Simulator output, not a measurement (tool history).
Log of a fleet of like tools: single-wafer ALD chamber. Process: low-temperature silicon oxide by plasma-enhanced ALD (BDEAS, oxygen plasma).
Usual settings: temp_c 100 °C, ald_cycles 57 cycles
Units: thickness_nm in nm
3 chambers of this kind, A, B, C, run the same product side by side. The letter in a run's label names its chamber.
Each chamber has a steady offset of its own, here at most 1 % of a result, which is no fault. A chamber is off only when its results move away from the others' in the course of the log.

| run | hour | temp_c | ald_cycles | hours since the last thermocouple change | read-back reference wafer on the same gauge, thickness_nm | thickness_nm |
|---|---|---|---|---|---|---|
| 1A | 14.1 | 100 | 57 | 637.0 | 7.0223 | 8.0646 |
| 2C | 21.4 | 100 | 57 | 997.4 | 7.0222 | 8.2247 |
| 3B | 29.6 | 100 | 57 | 2539.5 | 7.0225 | 8.1703 |
| 4C | 37.0 | 100 | 57 | 1013.0 | 7.0235 | 8.2041 |
| 5A | 46.3 | 100 | 57 | 669.2 | 7.0266 | 8.0778 |
| 6B | 54.6 | 100 | 57 | 2564.5 | 7.0248 | 8.1580 |
| 7C | 61.3 | 100 | 57 | 1037.3 | 7.0277 | 8.2281 |
| 8B | 70.4 | 100 | 57 | 2580.3 | 7.0272 | 8.1837 |
| 9A | 80.4 | 92 | 65 | 703.3 | 7.0280 | 9.4708 |
| 10A | 90.3 | 92 | 65 | 713.2 | 7.0284 | 9.4566 |
| 11C | 98.1 | 92 | 65 | 1074.1 | 7.0286 | 9.6368 |
| 12B | 106.6 | 107 | 62 | 2616.5 | 7.0287 | 8.7970 |
| 13B | 120.5 | 107 | 62 | 2630.4 | 7.0299 | 8.7791 |
| 14C | 126.6 | 107 | 62 | 1102.6 | 7.0334 | 8.8229 |
| 15A | 136.2 | 100 | 50 | 759.1 | 7.0327 | 7.0866 |
| 16C | 144.7 | 100 | 50 | 1120.7 | 7.0361 | 7.2290 |
| 17A | 154.1 | 100 | 50 | 777.0 | 7.0344 | 7.0847 |
| 18B | 167.3 | 100 | 57 | 2677.2 | 7.0377 | 8.1834 |
| 19C | 180.4 | 100 | 57 | 1156.4 | 7.0396 | 8.2497 |
| 20A | 193.2 | 100 | 62 | 816.1 | 7.0412 | 8.7888 |
| 21B | 202.2 | 100 | 62 | 2712.1 | 7.0446 | 8.9046 |
| 22B | 209.7 | 100 | 62 | 2719.6 | 7.0410 | 8.9102 |
| 23C | 221.9 | 100 | 57 | 1197.9 | 7.0427 | 8.2350 |
| 24A | 230.8 | 100 | 57 | 853.7 | 7.0437 | 8.1005 |
| 25A | 242.3 | 100 | 57 | 865.2 | 7.0459 | 8.1040 |
| 26C | 251.2 | 100 | 57 | 1227.2 | 7.0469 | 8.2367 |
| 27B | 263.5 | 100 | 57 | 2773.4 | 7.0498 | 8.2100 |
| 28B | 274.2 | 100 | 57 | 2784.1 | 7.0510 | 8.2048 |
| 29C | 281.4 | 105 | 53 | 1257.4 | 7.0501 | 7.5967 |
| 30A | 291.2 | 105 | 53 | 914.1 | 7.0519 | 7.4665 |
| 31B | 300.2 | 105 | 53 | 2810.1 | 7.0534 | 7.5552 |
| 32A | 314.5 | 86 | 68 | 937.4 | 7.0545 | 10.1540 |

All 3 chambers run these settings next. Forecast each chamber's results:
| 33A | 324.7 | 100 | 57 |  |  | ? |
| 33B | 324.7 | 100 | 57 |  |  | ? |
| 33C | 324.7 | 100 | 57 |  |  | ? |

| run | thickness_nm |
|---|---|
| 33A | 8.0925 |
| 33B | 8.2011 |
| 33C | 8.2449 |

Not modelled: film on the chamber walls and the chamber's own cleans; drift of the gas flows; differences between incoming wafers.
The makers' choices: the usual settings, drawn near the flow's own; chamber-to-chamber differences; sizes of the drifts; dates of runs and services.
